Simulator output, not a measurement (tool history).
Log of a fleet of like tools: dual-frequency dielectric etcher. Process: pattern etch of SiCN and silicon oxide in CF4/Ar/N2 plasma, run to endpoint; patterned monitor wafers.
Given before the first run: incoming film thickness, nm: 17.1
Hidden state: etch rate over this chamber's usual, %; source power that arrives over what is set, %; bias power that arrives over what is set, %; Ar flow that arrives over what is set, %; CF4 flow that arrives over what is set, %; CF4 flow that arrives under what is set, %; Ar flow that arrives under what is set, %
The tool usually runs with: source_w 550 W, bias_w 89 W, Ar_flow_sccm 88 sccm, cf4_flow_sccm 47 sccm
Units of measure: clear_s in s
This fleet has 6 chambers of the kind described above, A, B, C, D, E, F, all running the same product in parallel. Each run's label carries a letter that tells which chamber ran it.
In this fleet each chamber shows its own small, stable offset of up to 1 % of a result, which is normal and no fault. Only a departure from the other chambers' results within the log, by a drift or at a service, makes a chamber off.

run   hour  source_w  bias_w  Ar_flow_sccm  cf4_flow_sccm  hours since the last wet clean  hours since the last source power generator calibration  hours since the last bias power generator calibration  hours since the last Ar flow controller change  hours since the last CF4 flow controller change  clear_s
 1D   13.3       550      89            88             47                            88.2                                                    912.6                                                 3358.1                                          2338.6                                             1221   16.093
 2B   24.3       550      89            88             47                             187                                                   2719.3                                                 1075.9                                          1283.6                                           2815.4   16.072
 3F   32.1       550      89            88             47                           481.6                                                   2270.3                                                  367.5                                          1664.8                                           1873.2   16.261
 4A   38.3       550      89            88             47                           278.3                                                   2688.5                                                 1867.8                                          3370.6                                           4572.7   16.208
 5C   51.1       550      89            88             47                           197.2                                                   3416.2                                                  391.4                                            1717                                           2168.4   15.953
      54.8  -- chamber F: wet clean of the chamber
 6E   57.4       640      89            88             47                           318.9                                                   3854.1                                                 1635.1                                          2182.8                                           1913.6    14.07
 7B   68.2       640      89            88             47                           230.9                                                   2763.2                                                 1119.8                                          1327.5                                           2859.3   14.064
 8F   75.7       640      89            88             47                              21                                                   2313.9                                                  411.1                                          1708.4                                           1916.8   14.165
 9E   88.6       640      89            88             47                           350.1                                                   3885.3                                                 1666.3                                            2214                                           1944.8   13.928
10D  100.9       640      89            88             47                           175.8                                                   1000.2                                                 3445.7                                          2426.2                                           1308.6   14.224
11A    107       640      89            88             47                             347                                                   2757.2                                                 1936.5                                          3439.3                                           4641.4   14.037
12C  116.7       550      89            88             47                           262.8                                                   3481.8                                                    457                                          1782.6                                             2234   16.023
13E  127.8       550      89            88             47                           389.3                                                   3924.5                                                 1705.5                                          2253.2                                             1984   16.109
14C  138.8       550      89            88             47                           284.9                                                   3503.9                                                  479.1                                          1804.7                                           2256.1    16.09
15F    145       550      89            88             47                            90.3                                                   2383.2                                                  480.4                                          1777.7                                           1986.1   16.131
16B  154.7       550      89            88             47                           317.4                                                   2849.7                                                 1206.3                                            1414                                           2945.8   15.883
17A  165.6       550      89            88             47                           405.6                                                   2815.8                                                 1995.1                                          3497.9                                             4700   15.898
18D  172.2       550      89            88             47                           247.1                                                   1071.5                                                   3517                                          2497.5                                           1379.9   16.319
19D  179.9       550      89            88             47                           254.8                                                   1079.2                                                 3524.7                                          2505.2                                           1387.6   16.034
20A  186.7       550      99            88             51                           426.7                                                   2836.9                                                 2016.2                                            3519                                           4721.1   15.178
21F  200.4       550      99            88             51                           145.7                                                   2438.6                                                  535.8                                          1833.1                                           2041.5   15.293
22B  213.8       550      99            88             51                           376.5                                                   2908.8                                                 1265.4                                          1473.1                                           3004.9   14.978
23C  220.7       550      99            88             51                           366.8                                                   3585.8                                                    561                                          1886.6                                             2338   15.236
     227.8  -- chamber A: wet clean of the chamber
24E  231.2       550      99            88             51                           492.7                                                   4027.9                                                 1808.9                                          2356.6                                           2087.4   15.192
     232.7  -- chamber E: wet clean of the chamber
25A  239.5       550      99            88             51                            11.8                                                   2889.7                                                   2069                                          3571.8                                           4773.9   15.317
26B  247.1       550      68            76             47                           409.8                                                   2942.1                                                 1298.7                                          1506.4                                           3038.2   16.925
27F  257.3       550      68            76             47                           202.6                                                   2495.5                                                  592.7                                            1890                                           2098.4   17.361
28D  264.4       550      68            76             47                           339.3                                                   1163.7                                                 3609.2                                          2589.7                                           1472.1   17.194
29E  270.6       550      68            76             47                              38                                                   4067.3                                                 1848.3                                            2396                                           2126.8   17.164
30C    283       550      68            76             47                           429.1                                                   3648.1                                                  623.3                                          1948.9                                           2400.3   17.109
31B    295       550      68            76             47                           457.7                                                     2990                                                 1346.6                                          1554.3                                           3086.1   16.881
32C    302       550      89            88             47                           448.1                                                   3667.1                                                  642.3                                          1967.9                                           2419.3   15.906
33A  312.2       550      89            88             47                            84.5                                                   2962.4                                                 2141.7                                          3644.5                                           4846.6   16.015
     318.8  -- chamber E: Ar flow controller replaced
34E  325.7       550      89            88             47                            93.1                                                   4122.4                                                 1903.4                                               7                                           2181.9   16.076
35F  331.8       550      89            88             47                           277.1                                                     2570                                                  667.2                                          1964.5                                           2172.9   16.126
     335.9  -- chamber D: wet clean of the chamber
36D  337.9       550      89            88             47                               2                                                   1237.2                                                 3682.7                                          2663.2                                           1545.6   16.279
37C  350.8       550      89            88             47                           496.9                                                   3715.9                                                  691.1                                          2016.7                                           2468.1   15.925
38D  359.1       550      89            88             47                            23.2                                                   1258.4                                                 3703.9                                          2684.4                                           1566.8    16.17
39A  365.3       550      89            88             47                           137.6                                                   3015.5                                                 2194.8                                          3697.6                                           4899.7   16.014
40F  373.7       550      89            88             47                             319                                                   2611.9                                                  709.1                                          2006.4                                           2214.8   16.223

Does one chamber stand apart from the rest, does the shared gauge drift, or is all well apart from small per-chamber offsets? Give the chamber and the most likely cause, where there is one.

Chamber B drifts away from the others.
Likeliest cause: etch rate over this chamber's usual, % = 4.66.
The log may not separate it from: source power that arrives over what is set, %.

Here are 4 candidates for chamber B's next run, each the usual settings with a change, their results left as question marks. Which one brings its results back in line with what the others give on the usual settings?
Allowed miss from the other chambers' usual-settings mean, per result, to count as in line: clear_s 0.28 s
41B-1  383.8       550      92            88             47                                                                                                                                                                                                                                                         ?
41B-2  383.8       550      89            88             63                                                                                                                                                                                                                                                         ?
41B-3  383.8       520      89            88             47                                                                                                                                                                                                                                                         ?
41B-4  383.8       550      86            88             47                                                                                                                                                                                                                                                         ?

Mean of the other chambers on the usual settings: clear_s 16.088 s
  run  clear_s
41B-1   15.234
41B-2   14.769
41B-3   16.178
41B-4   15.605
The right change is 41B-3: it brings the chamber back within the allowed miss of the others.

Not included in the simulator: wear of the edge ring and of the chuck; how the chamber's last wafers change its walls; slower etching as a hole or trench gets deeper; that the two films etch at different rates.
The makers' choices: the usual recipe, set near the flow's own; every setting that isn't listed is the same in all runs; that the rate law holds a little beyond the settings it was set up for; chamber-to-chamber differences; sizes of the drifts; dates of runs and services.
